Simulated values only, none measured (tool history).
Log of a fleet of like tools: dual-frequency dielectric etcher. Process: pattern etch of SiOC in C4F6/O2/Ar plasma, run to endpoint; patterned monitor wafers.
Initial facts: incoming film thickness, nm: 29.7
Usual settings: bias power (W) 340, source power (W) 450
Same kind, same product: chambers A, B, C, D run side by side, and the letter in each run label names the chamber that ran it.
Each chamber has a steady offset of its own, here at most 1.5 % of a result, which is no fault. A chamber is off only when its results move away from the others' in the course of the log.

At hour 4.6: chamber B: wet clean of the chamber.
Run 1C, hour 10.3: usual settings. Result: endpoint time (s) 10.972.
Run 2D, hour 22.7: usual settings. Result: endpoint time (s) 10.877.
Run 3A, hour 34.8: usual settings. Result: endpoint time (s) 11.087.
Run 4B, hour 50.0: usual settings. Result: endpoint time (s) 11.140.
Run 5A, hour 61.9: usual settings but bias power (W) 405, source power (W) 370. Result: endpoint time (s) 10.981.
Run 6D, hour 69.5: usual settings but bias power (W) 405, source power (W) 370. Result: endpoint time (s) 11.009.
Run 7B, hour 78.7: usual settings but bias power (W) 405, source power (W) 370. Result: endpoint time (s) 11.117.
Run 8C, hour 85.9: usual settings but bias power (W) 405, source power (W) 370. Result: endpoint time (s) 11.063.
Run 9B, hour 97.2: usual settings. Result: endpoint time (s) 11.110.
Run 10C, hour 112.4: usual settings. Result: endpoint time (s) 10.930.
Run 11A, hour 127.2: usual settings. Result: endpoint time (s) 10.924.
At hour 136.9: chamber D: wet clean of the chamber.
Run 12D, hour 137.8: usual settings but bias power (W) 419. Result: endpoint time (s) 10.250.
Run 13A, hour 152.4: usual settings but bias power (W) 419. Result: endpoint time (s) 10.276.
Run 14C, hour 164.3: usual settings but bias power (W) 419. Result: endpoint time (s) 10.129.
Run 15D, hour 176.0: usual settings but bias power (W) 419. Result: endpoint time (s) 10.088.
At hour 182.8: chamber C: wet clean of the chamber.
Run 16B, hour 184.4: usual settings. Result: endpoint time (s) 11.082.
Run 17D, hour 193.4: usual settings. Result: endpoint time (s) 10.833.
At hour 199.1: chamber C: bias power generator calibrated.
Run 18A, hour 203.4: usual settings. Result: endpoint time (s) 11.043.
At hour 204.2: chamber A: wet clean of the chamber.
Run 19B, hour 215.4: usual settings. Result: endpoint time (s) 11.072.
Run 20C, hour 225.5: usual settings. Result: endpoint time (s) 11.031.
Run 21B, hour 235.9: usual settings. Result: endpoint time (s) 10.997.
Run 22D, hour 244.5: usual settings but bias power (W) 372. Result: endpoint time (s) 10.433.
Run 23C, hour 256.4: usual settings but bias power (W) 372. Result: endpoint time (s) 10.448.
Run 24A, hour 265.4: usual settings but bias power (W) 372. Result: endpoint time (s) 10.709.
Run 25C, hour 279.6: usual settings but bias power (W) 372. Result: endpoint time (s) 10.564.
Run 26A, hour 293.2: usual settings. Result: endpoint time (s) 10.861.
Run 27B, hour 305.6: usual settings but bias power (W) 308, source power (W) 410. Result: endpoint time (s) 11.772.
Run 28D, hour 320.5: usual settings but bias power (W) 308, source power (W) 410. Result: endpoint time (s) 11.832.

Decide between three cases: one chamber stands off from its peers, the gauge reading all wafers drifts, or nothing is wrong past each chamber's small offset. Where a chamber is off, say which and what most likely put it there.

Nothing is wrong: each chamber keeps only its own small, steady offset and the gauge holds still.

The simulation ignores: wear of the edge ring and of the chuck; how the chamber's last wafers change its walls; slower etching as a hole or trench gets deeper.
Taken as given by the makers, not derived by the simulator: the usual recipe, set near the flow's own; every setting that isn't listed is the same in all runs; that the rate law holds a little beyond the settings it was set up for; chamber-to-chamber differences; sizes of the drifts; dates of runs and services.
